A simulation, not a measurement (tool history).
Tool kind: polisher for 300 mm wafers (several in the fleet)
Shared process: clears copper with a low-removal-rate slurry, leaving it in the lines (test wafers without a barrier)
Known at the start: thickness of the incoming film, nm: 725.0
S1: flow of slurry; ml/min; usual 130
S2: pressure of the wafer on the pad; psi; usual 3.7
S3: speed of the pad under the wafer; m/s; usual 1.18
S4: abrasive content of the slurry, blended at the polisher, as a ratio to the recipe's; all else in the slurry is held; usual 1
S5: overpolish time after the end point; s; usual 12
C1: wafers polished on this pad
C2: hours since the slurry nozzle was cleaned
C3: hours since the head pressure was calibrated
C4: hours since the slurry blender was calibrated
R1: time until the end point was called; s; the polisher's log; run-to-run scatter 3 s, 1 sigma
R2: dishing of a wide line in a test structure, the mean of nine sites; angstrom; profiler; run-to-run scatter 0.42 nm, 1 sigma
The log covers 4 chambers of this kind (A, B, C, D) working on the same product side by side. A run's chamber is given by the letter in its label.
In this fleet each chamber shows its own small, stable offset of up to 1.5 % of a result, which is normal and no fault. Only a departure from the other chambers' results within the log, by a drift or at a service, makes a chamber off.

{"run": "1A", "hour": 4.0, "S1": 130, "S2": 3.7, "S3": 1.18, "S4": 1, "S5": 12, "C1": 778, "C2": 161.4, "C3": 345.6, "C4": 115.2, "R1": 173.34, "R2": 355.34}
{"run": "2C", "hour": 7.5, "S1": 130, "S2": 3.7, "S3": 1.18, "S4": 1, "S5": 12, "C1": 647, "C2": 472.9, "C3": 456.8, "C4": 27.9, "R1": 178.38, "R2": 365.82}
{"run": "3D", "hour": 11.6, "S1": 130, "S2": 3.7, "S3": 1.18, "S4": 1, "S5": 12, "C1": 944, "C2": 161.7, "C3": 1095.6, "C4": 108.9, "R1": 174.69, "R2": 361.77}
{"run": "4B", "hour": 14.5, "S1": 130, "S2": 3.7, "S3": 1.18, "S4": 1, "S5": 12, "C1": 878, "C2": 116.4, "C3": 131.2, "C4": 136, "R1": 169.98, "R2": 359.68}
{"run": "5B", "hour": 17.1, "S1": 155, "S2": 3.7, "S3": 1.18, "S4": 1, "S5": 12, "C1": 895, "C2": 119, "C3": 133.8, "C4": 138.6, "R1": 170.82, "R2": 370.1}
{"run": "6C", "hour": 19.5, "S1": 155, "S2": 3.7, "S3": 1.18, "S4": 1, "S5": 12, "C1": 728, "C2": 484.9, "C3": 468.8, "C4": 39.9, "R1": 170.93, "R2": 370.02}
{"run": "7A", "hour": 22.8, "S1": 155, "S2": 3.7, "S3": 1.18, "S4": 1, "S5": 12, "C1": 904, "C2": 180.2, "C3": 364.4, "C4": 134, "R1": 178.81, "R2": 363.29}
{"run": "8D", "hour": 26.7, "S1": 155, "S2": 3.7, "S3": 1.18, "S4": 1, "S5": 12, "C1": 1044, "C2": 176.8, "C3": 1110.7, "C4": 124, "R1": 170.21, "R2": 374.25}
{"hour": 26.8, "done": "chamber C: worn pad replaced by a new one"}
{"hour": 28.6, "done": "chamber A: worn pad replaced by a new one"}
{"run": "9C", "hour": 30.1, "S1": 130, "S2": 3.7, "S3": 1.18, "S4": 1, "S5": 12, "C1": 22, "C2": 495.5, "C3": 479.4, "C4": 50.5, "R1": 178.04, "R2": 361.03}
{"run": "10D", "hour": 33.6, "S1": 130, "S2": 3.7, "S3": 0.98, "S4": 1.25, "S5": 12, "C1": 1091, "C2": 183.7, "C3": 1117.6, "C4": 130.9, "R1": 196.32, "R2": 322.19}
{"run": "11A", "hour": 36.7, "S1": 130, "S2": 3.7, "S3": 0.98, "S4": 1.25, "S5": 12, "C1": 54, "C2": 194.1, "C3": 378.3, "C4": 147.9, "R1": 199.28, "R2": 320.65}
{"run": "12B", "hour": 41.3, "S1": 130, "S2": 3.7, "S3": 0.98, "S4": 1.25, "S5": 12, "C1": 1057, "C2": 143.2, "C3": 158, "C4": 162.8, "R1": 196.76, "R2": 325.01}
{"run": "13B", "hour": 44.7, "S1": 130, "S2": 3.7, "S3": 0.98, "S4": 1.25, "S5": 12, "C1": 1080, "C2": 146.6, "C3": 161.4, "C4": 166.2, "R1": 201.14, "R2": 324.59}
{"run": "14D", "hour": 48.0, "S1": 130, "S2": 3.7, "S3": 1.18, "S4": 1, "S5": 12, "C1": 1187, "C2": 198.1, "C3": 1132, "C4": 145.3, "R1": 175.05, "R2": 360.3}
{"hour": 49.7, "done": "chamber B: worn pad replaced by a new one"}
{"run": "15C", "hour": 50.2, "S1": 130, "S2": 3.7, "S3": 1.18, "S4": 1, "S5": 12, "C1": 156, "C2": 515.6, "C3": 499.5, "C4": 70.6, "R1": 173.58, "R2": 363.37}
{"run": "16A", "hour": 54.2, "S1": 130, "S2": 3.7, "S3": 1.18, "S4": 1, "S5": 12, "C1": 171, "C2": 211.6, "C3": 395.8, "C4": 165.4, "R1": 180.97, "R2": 360.25}
{"run": "17C", "hour": 56.2, "S1": 130, "S2": 3.7, "S3": 1.18, "S4": 1, "S5": 12, "C1": 196, "C2": 521.6, "C3": 505.5, "C4": 76.6, "R1": 174.24, "R2": 368.49}
{"run": "18D", "hour": 58.7, "S1": 130, "S2": 3.7, "S3": 1.18, "S4": 1, "S5": 12, "C1": 1258, "C2": 208.8, "C3": 1142.7, "C4": 156, "R1": 178.02, "R2": 354.63}
{"run": "19A", "hour": 60.7, "S1": 130, "S2": 3.7, "S3": 1.18, "S4": 1, "S5": 12, "C1": 214, "C2": 218.1, "C3": 402.3, "C4": 171.9, "R1": 180.98, "R2": 355.79}
{"run": "20B", "hour": 63.2, "S1": 130, "S2": 3.7, "S3": 1.18, "S4": 1, "S5": 12, "C1": 90, "C2": 165.1, "C3": 179.9, "C4": 184.7, "R1": 173.51, "R2": 354.7}
{"run": "21D", "hour": 66.8, "S1": 130, "S2": 3.7, "S3": 1.18, "S4": 1, "S5": 12, "C1": 1312, "C2": 216.9, "C3": 1150.8, "C4": 164.1, "R1": 178.39, "R2": 346.11}
{"run": "22B", "hour": 69.0, "S1": 130, "S2": 3.7, "S3": 1.18, "S4": 1, "S5": 12, "C1": 129, "C2": 170.9, "C3": 185.7, "C4": 190.5, "R1": 174.88, "R2": 365.29}
{"hour": 70.8, "done": "chamber D: head pressure recalibrated"}
{"run": "23C", "hour": 72.5, "S1": 130, "S2": 3.7, "S3": 1.18, "S4": 1, "S5": 12, "C1": 305, "C2": 537.9, "C3": 521.8, "C4": 92.9, "R1": 174.61, "R2": 358.77}
{"run": "24A", "hour": 75.1, "S1": 130, "S2": 3.7, "S3": 1.18, "S4": 1, "S5": 12, "C1": 311, "C2": 232.5, "C3": 416.7, "C4": 186.3, "R1": 178.5, "R2": 349.14}
{"hour": 76.0, "done": "chamber A: slurry blender recalibrated"}
{"run": "25D", "hour": 79.7, "S1": 130, "S2": 3.7, "S3": 1.18, "S4": 1, "S5": 12, "C1": 1399, "C2": 229.8, "C3": 9, "C4": 177, "R1": 183.45, "R2": 337.89}
{"run": "26C", "hour": 82.7, "S1": 130, "S2": 3.7, "S3": 1.18, "S4": 1, "S5": 12, "C1": 373, "C2": 548.1, "C3": 532, "C4": 103.1, "R1": 170.11, "R2": 365.51}
{"run": "27A", "hour": 85.4, "S1": 130, "S2": 3.7, "S3": 1.18, "S4": 1, "S5": 12, "C1": 379, "C2": 242.8, "C3": 427, "C4": 9.4, "R1": 174.97, "R2": 367.13}
{"run": "28B", "hour": 88.9, "S1": 130, "S2": 3.7, "S3": 1.18, "S4": 1, "S5": 12, "C1": 262, "C2": 190.8, "C3": 205.6, "C4": 210.4, "R1": 169.89, "R2": 362.11}
{"run": "29A", "hour": 91.2, "S1": 130, "S2": 3.7, "S3": 1.18, "S4": 0.9, "S5": 12, "C1": 418, "C2": 248.6, "C3": 432.8, "C4": 15.2, "R1": 175.89, "R2": 355.09}

Each of the 4 chambers runs these same settings next. Fill in every chamber's results:
{"run": "30A", "hour": 94.6, "S1": 130, "S2": 3.7, "S3": 1.18, "S4": 1, "S5": 12, "R1": "?", "R2": "?"}
{"run": "30B", "hour": 94.6, "S1": 130, "S2": 3.7, "S3": 1.18, "S4": 1, "S5": 12, "R1": "?", "R2": "?"}
{"run": "30C", "hour": 94.6, "S1": 130, "S2": 3.7, "S3": 1.18, "S4": 1, "S5": 12, "R1": "?", "R2": "?"}
{"run": "30D", "hour": 94.6, "S1": 130, "S2": 3.7, "S3": 1.18, "S4": 1, "S5": 12, "R1": "?", "R2": "?"}

run=30A R1=176.94 R2=364.81
run=30B R1=174.11 R2=364.31
run=30C R1=176.76 R2=363.96
run=30D R1=193.86 R2=326.87
